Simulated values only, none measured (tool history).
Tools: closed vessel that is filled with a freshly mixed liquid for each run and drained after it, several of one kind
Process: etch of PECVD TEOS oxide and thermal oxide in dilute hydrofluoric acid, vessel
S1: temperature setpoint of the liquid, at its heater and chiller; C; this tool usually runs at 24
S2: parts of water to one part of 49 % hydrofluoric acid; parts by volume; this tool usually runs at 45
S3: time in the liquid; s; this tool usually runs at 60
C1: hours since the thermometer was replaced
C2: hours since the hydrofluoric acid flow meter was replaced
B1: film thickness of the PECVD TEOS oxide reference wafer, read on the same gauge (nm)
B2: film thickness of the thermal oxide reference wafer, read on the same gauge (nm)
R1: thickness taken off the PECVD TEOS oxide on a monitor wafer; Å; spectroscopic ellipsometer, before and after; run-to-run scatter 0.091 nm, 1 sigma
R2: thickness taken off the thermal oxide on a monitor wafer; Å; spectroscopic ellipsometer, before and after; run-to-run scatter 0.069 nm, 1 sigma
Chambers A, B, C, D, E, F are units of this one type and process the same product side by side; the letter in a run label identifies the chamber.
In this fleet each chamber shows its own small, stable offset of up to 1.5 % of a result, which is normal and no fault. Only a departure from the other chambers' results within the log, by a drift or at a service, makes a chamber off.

{"run": "1C", "day": 0.254, "S1": 24, "S2": 45, "S3": 60, "C1": 179, "C2": 780, "B1": 100.04, "B2": 89.986, "R1": 186.92, "R2": 70.305}
{"run": "2D", "day": 0.667, "S1": 24, "S2": 45, "S3": 60, "C1": 25.4, "C2": 243.2, "B1": 100.03, "B2": 89.997, "R1": 186.02, "R2": 69.012}
{"run": "3A", "day": 0.858, "S1": 24, "S2": 45, "S3": 60, "C1": 549, "C2": 1124, "B1": 99.99, "B2": 90.012, "R1": 184.36, "R2": 67.734}
{"run": "4F", "day": 1.112, "S1": 24, "S2": 45, "S3": 60, "C1": 851.6, "C2": 1058.3, "B1": 100.04, "B2": 90.017, "R1": 183.29, "R2": 68.978}
{"run": "5E", "day": 1.346, "S1": 24, "S2": 45, "S3": 60, "C1": 101.3, "C2": 132.2, "B1": 99.997, "B2": 89.978, "R1": 186.02, "R2": 69.924}
{"run": "6B", "day": 1.638, "S1": 24, "S2": 45, "S3": 60, "C1": 1659.2, "C2": 169.6, "B1": 100.01, "B2": 89.982, "R1": 185.97, "R2": 69.319}
{"run": "7E", "day": 1.971, "S1": 24, "S2": 45, "S3": 35, "C1": 116.3, "C2": 147.2, "B1": 100.01, "B2": 90.014, "R1": 108.02, "R2": 40.348}
{"run": "8C", "day": 2.292, "S1": 24, "S2": 45, "S3": 35, "C1": 227.9, "C2": 828.9, "B1": 99.957, "B2": 90.002, "R1": 108.68, "R2": 40.505}
{"run": "9D", "day": 2.7, "S1": 24, "S2": 45, "S3": 35, "C1": 74.2, "C2": 292, "B1": 100.02, "B2": 90.011, "R1": 108.24, "R2": 40.144}
{"run": "10B", "day": 3.046, "S1": 24, "S2": 45, "S3": 35, "C1": 1693, "C2": 203.4, "B1": 100.04, "B2": 90.01, "R1": 108.93, "R2": 40.377}
{"run": "11A", "day": 3.25, "S1": 24, "S2": 45, "S3": 35, "C1": 606.4, "C2": 1181.4, "B1": 100.01, "B2": 89.959, "R1": 107.06, "R2": 39.316}
{"run": "12F", "day": 3.533, "S1": 24, "S2": 45, "S3": 35, "C1": 909.7, "C2": 1116.4, "B1": 100, "B2": 90, "R1": 107.33, "R2": 40.439}
{"run": "13F", "day": 3.883, "S1": 24, "S2": 45, "S3": 60, "C1": 918.1, "C2": 1124.8, "B1": 99.992, "B2": 90.012, "R1": 180.26, "R2": 67.287}
{"run": "14A", "day": 4.079, "S1": 24, "S2": 45, "S3": 60, "C1": 626.3, "C2": 1201.3, "B1": 100, "B2": 90.002, "R1": 184.05, "R2": 66.196}
{"run": "15D", "day": 4.383, "S1": 24, "S2": 45, "S3": 60, "C1": 114.6, "C2": 332.4, "B1": 100.04, "B2": 90.004, "R1": 185.26, "R2": 68.551}
{"run": "16E", "day": 4.588, "S1": 24, "S2": 60, "S3": 60, "C1": 179.1, "C2": 210, "B1": 99.962, "B2": 90.032, "R1": 137.62, "R2": 50.65}
{"run": "17B", "day": 4.971, "S1": 24, "S2": 60, "S3": 60, "C1": 1739.2, "C2": 249.6, "B1": 99.981, "B2": 90.023, "R1": 135.82, "R2": 51.485}
{"day": 5.158, "done": "chamber A: thermometer replaced"}
{"run": "18C", "day": 5.188, "S1": 24, "S2": 60, "S3": 60, "C1": 297.4, "C2": 898.4, "B1": 100.05, "B2": 89.996, "R1": 136.22, "R2": 51.128}
{"run": "19B", "day": 5.512, "S1": 24, "S2": 60, "S3": 60, "C1": 1752.2, "C2": 262.6, "B1": 99.997, "B2": 89.983, "R1": 136.98, "R2": 51.058}
{"run": "20E", "day": 5.7, "S1": 24, "S2": 60, "S3": 60, "C1": 205.8, "C2": 236.7, "B1": 100.02, "B2": 89.982, "R1": 137.04, "R2": 50.309}
{"run": "21A", "day": 6.092, "S1": 24, "S2": 60, "S3": 60, "C1": 22.5, "C2": 1249.6, "B1": 99.978, "B2": 89.994, "R1": 134.99, "R2": 50.54}
{"run": "22F", "day": 6.329, "S1": 24, "S2": 45, "S3": 60, "C1": 976.8, "C2": 1183.5, "B1": 99.993, "B2": 89.996, "R1": 183.83, "R2": 69}
{"run": "23C", "day": 6.512, "S1": 24, "S2": 45, "S3": 60, "C1": 329.2, "C2": 930.2, "B1": 100.02, "B2": 89.996, "R1": 186.72, "R2": 68.089}
{"day": 6.812, "done": "chamber A: hydrofluoric acid flow meter replaced"}
{"run": "24D", "day": 6.892, "S1": 24, "S2": 45, "S3": 60, "C1": 174.8, "C2": 392.6, "B1": 100.01, "B2": 90.019, "R1": 185.43, "R2": 69.179}
{"run": "25C", "day": 7.292, "S1": 24, "S2": 45, "S3": 60, "C1": 347.9, "C2": 948.9, "B1": 100.03, "B2": 90.013, "R1": 186.2, "R2": 70.222}
{"day": 7.417, "done": "chamber F: hydrofluoric acid flow meter replaced"}
{"run": "26F", "day": 7.512, "S1": 24, "S2": 45, "S3": 60, "C1": 1005.2, "C2": 2.3, "B1": 99.979, "B2": 89.966, "R1": 180.95, "R2": 67.927}
{"run": "27D", "day": 7.725, "S1": 24, "S2": 45, "S3": 60, "C1": 194.8, "C2": 412.6, "B1": 100.03, "B2": 89.984, "R1": 185.74, "R2": 68.337}
{"run": "28B", "day": 8.067, "S1": 24, "S2": 45, "S3": 60, "C1": 1813.5, "C2": 323.9, "B1": 99.98, "B2": 89.966, "R1": 184.59, "R2": 68.909}
{"run": "29E", "day": 8.262, "S1": 21.5, "S2": 45, "S3": 30, "C1": 267.3, "C2": 298.2, "B1": 100.01, "B2": 90.012, "R1": 83.321, "R2": 30.799}
{"run": "30A", "day": 8.521, "S1": 21.5, "S2": 45, "S3": 30, "C1": 80.8, "C2": 41, "B1": 99.986, "B2": 89.999, "R1": 82.4, "R2": 30.995}
{"day": 8.525, "done": "chamber F: thermometer replaced"}
{"run": "31B", "day": 8.746, "S1": 21.5, "S2": 45, "S3": 30, "C1": 1829.8, "C2": 340.2, "B1": 100.02, "B2": 89.996, "R1": 84.056, "R2": 31.206}
{"run": "32F", "day": 9.129, "S1": 21.5, "S2": 45, "S3": 30, "C1": 14.5, "C2": 41.1, "B1": 99.993, "B2": 90.003, "R1": 81.775, "R2": 30.597}
{"run": "33C", "day": 9.554, "S1": 21.5, "S2": 45, "S3": 30, "C1": 402.2, "C2": 1003.2, "B1": 99.971, "B2": 90.011, "R1": 83.934, "R2": 31.121}
{"run": "34A", "day": 9.883, "S1": 21.5, "S2": 45, "S3": 30, "C1": 113.5, "C2": 73.7, "B1": 100.01, "B2": 89.999, "R1": 82.46, "R2": 30.718}
{"run": "35E", "day": 10.304, "S1": 24, "S2": 45, "S3": 60, "C1": 316.3, "C2": 347.2, "B1": 99.99, "B2": 90.005, "R1": 185.44, "R2": 69.385}
{"run": "36D", "day": 10.717, "S1": 24, "S2": 45, "S3": 60, "C1": 266.6, "C2": 484.4, "B1": 100.02, "B2": 89.997, "R1": 184.42, "R2": 69.206}

Which is it: a chamber that has drifted or been left off by a service, a gauge drift common to all chambers, or only each chamber's usual small offset? If a chamber is off, name it and its likeliest cause.

All chambers stay in line apart from their small fixed offsets, and the gauge does not drift.
